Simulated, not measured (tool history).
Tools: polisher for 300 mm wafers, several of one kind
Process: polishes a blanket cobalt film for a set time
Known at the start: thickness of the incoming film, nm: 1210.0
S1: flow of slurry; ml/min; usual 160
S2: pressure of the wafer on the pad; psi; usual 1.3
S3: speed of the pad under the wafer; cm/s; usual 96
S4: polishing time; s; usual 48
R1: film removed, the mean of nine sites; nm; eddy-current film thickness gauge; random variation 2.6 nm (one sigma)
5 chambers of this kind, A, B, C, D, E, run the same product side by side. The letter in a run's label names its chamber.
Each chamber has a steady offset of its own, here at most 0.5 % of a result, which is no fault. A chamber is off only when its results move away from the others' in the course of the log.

run	hour	S1	S2	S3	S4	R1
1B	4.8	160	1.3	96	48	178.67
# hour 5.3: chamber E: worn pad replaced by a new one
2E	8.7	160	1.3	96	48	182.42
# hour 9.5: chamber B: worn pad replaced by a new one
3D	14.0	160	1.3	96	48	178.78
4A	16.6	160	1.3	96	48	187.93
5C	21.1	160	1.7	96	40	201.25
# hour 21.8: chamber A: worn pad replaced by a new one
6A	23.5	160	1.7	96	40	199.18
# hour 28.4: chamber E: head pressure recalibrated
7D	28.5	160	1.7	96	40	195.80
8E	33.2	160	1.7	96	40	199.51
9C	35.7	160	1.7	96	40	194.03
10B	38.7	160	1.3	96	48	184.08
11C	42.4	160	1.3	96	48	183.13
# hour 46.5: chamber C: worn pad replaced by a new one
12B	47.9	135	1.3	108	48	195.18
13E	51.9	135	1.3	108	48	194.24
14A	57.2	135	1.3	108	48	203.91
15D	61.2	135	1.3	108	48	199.38
16E	64.2	135	1.3	108	48	196.32
17C	68.4	160	1.3	96	48	179.05
# hour 72.1: chamber D: worn pad replaced by a new one
18D	73.1	160	1.3	96	48	180.38
19B	76.4	160	1.3	96	48	188.01
20A	81.7	160	1.3	96	48	187.66
21C	85.1	160	1.3	96	48	184.92
22E	90.5	160	1.3	96	48	183.61
23B	94.4	160	1.3	96	48	189.87
24A	98.3	160	1.3	96	48	187.68
# hour 102.7: chamber A: worn pad replaced by a new one
25D	102.9	160	1.3	96	48	184.55
26C	107.8	160	1.3	96	48	183.63
27D	110.4	160	1.3	96	48	183.12
28E	114.0	160	1.3	96	48	185.63
29B	116.9	160	1.3	96	48	188.92
30A	120.3	160	1.1	118	48	191.04
31D	124.1	160	1.1	118	48	191.79
# hour 124.6: chamber A: slurry nozzle cleaned
# hour 125.6: chamber E: slurry nozzle cleaned
# hour 126.5: chamber C: worn pad replaced by a new one
32A	128.1	160	1.1	118	48	198.06
# hour 129.3: chamber B: worn pad replaced by a new one
33B	131.4	160	1.1	118	48	209.65
34C	135.8	160	1.1	118	48	193.03
35E	140.7	160	1.3	96	48	184.58
36B	144.8	160	1.3	96	48	196.72

What goes on in this fleet: one chamber off, a drifting gauge, or nothing beyond the chambers' own small offsets? Name the chamber and the cause, if any.

Chamber B drifts away from the others.
Cause: head's pressure above its setpoint, % = 11.4.

Here are 4 candidates for chamber B's next run, each the usual settings with a change, their results left as question marks. Which one brings its results back in line with what the others give on the usual settings?
In line means no further than this from the other chambers' mean on the usual settings: R1 9.20 nm
37B-1	148.8	160	1.3	96	43	?
37B-2	148.8	160	1.3	96	53	?
37B-3	148.8	160	1.4	102	51	?
37B-4	148.8	160	1.2	90	45	?

The other chambers' mean on the usual settings: R1 182.84 nm
run	R1
37B-1	181.32
37B-2	223.48
37B-3	246.25
37B-4	164.06
37B-1 brings the chamber back in line.
